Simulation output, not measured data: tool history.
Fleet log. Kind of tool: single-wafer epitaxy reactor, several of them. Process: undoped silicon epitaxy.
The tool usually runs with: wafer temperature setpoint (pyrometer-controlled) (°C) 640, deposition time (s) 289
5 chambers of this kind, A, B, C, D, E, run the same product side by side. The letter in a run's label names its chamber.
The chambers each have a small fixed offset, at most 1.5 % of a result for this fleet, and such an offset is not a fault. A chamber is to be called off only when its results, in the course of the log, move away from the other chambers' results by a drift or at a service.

run,hour,wafer temperature setpoint (pyrometer-controlled) (°C),deposition time (s),hours since the last pyrometer calibration,"read-back reference wafer on the same gauge, thickness_nm",mean film thickness on the monitor wafer (Å)
1A,2.9,640,289,648.9,45.893,382.61
2E,5.9,640,289,271.9,45.836,386.53
3B,9.1,640,289,319.5,45.908,391.44
4C,12.0,640,289,452.2,45.944,385.98
5D,15.7,640,289,793.2,45.840,391.00
6B,18.9,640,289,329.3,45.932,389.12
7D,24.6,640,289,802.1,45.905,389.71
8E,28.3,640,289,294.3,45.903,385.04
9A,33.0,640,311,679.0,45.843,415.24
10C,35.8,640,311,476.0,45.961,414.76
11D,40.6,640,311,818.1,45.885,424.19
12C,43.5,640,311,483.7,45.885,415.96
13A,47.5,640,311,693.5,45.919,419.52
14E,50.7,640,289,316.7,45.902,389.04
15B,54.3,640,260,364.7,45.907,348.67
16A,59.0,640,260,705.0,45.875,344.92
17D,62.5,640,260,840.0,45.906,351.74
18E,65.6,640,260,331.6,45.936,352.76
19B,69.5,640,260,379.9,45.901,347.93
20C,74.2,640,242,514.4,45.905,323.63
21B,77.0,640,242,387.4,45.940,324.80
22C,82.3,640,242,522.5,45.889,330.23
23E,85.7,640,242,351.7,45.838,327.89
24D,90.1,640,242,867.6,45.886,328.15
25A,95.3,630,289,741.3,45.957,307.91
26D,100.3,630,289,877.8,45.899,311.06
27E,103.3,630,289,369.3,45.928,309.97
28C,107.8,630,289,548.0,45.898,322.38
29A,112.4,630,289,758.4,45.871,303.40
30B,118.1,640,289,428.5,45.899,393.04
31A,122.7,640,289,768.7,45.915,386.86
32D,126.4,640,289,903.9,45.896,386.97
33E,130.4,640,289,396.4,45.884,389.80
34B,133.3,640,289,443.7,45.942,386.10

Does one chamber stand apart from the rest, does the shared gauge drift, or is all well apart from small per-chamber offsets? Give the chamber and the most likely cause, where there is one.

One chamber, C, drifts off from the rest bit by bit.
Most likely cause: wafer temperature above the value expected at the setpoint (K) = 2.9.

Below are 4 candidate recipes for chamber C's next run, each the usual settings with a change, their results shown as question marks. Which of them brings C's results back in line with what the other chambers give on the usual settings?
In line here means within this much of the mean the other chambers give on the usual settings: mean film thickness on the monitor wafer (Å) 7.00
35C-1,137.3,641,291,,,?
35C-2,137.3,638,284,,,?
35C-3,137.3,639,289,,,?
35C-4,137.3,640,306,,,?

What the other chambers average on the usual settings: mean film thickness on the monitor wafer (Å) 388.24
run,mean film thickness on the monitor wafer (Å)
35C-1,424.21
35C-2,387.53
35C-3,403.15
35C-4,436.37
With 35C-2, the chamber falls back in line with the rest.
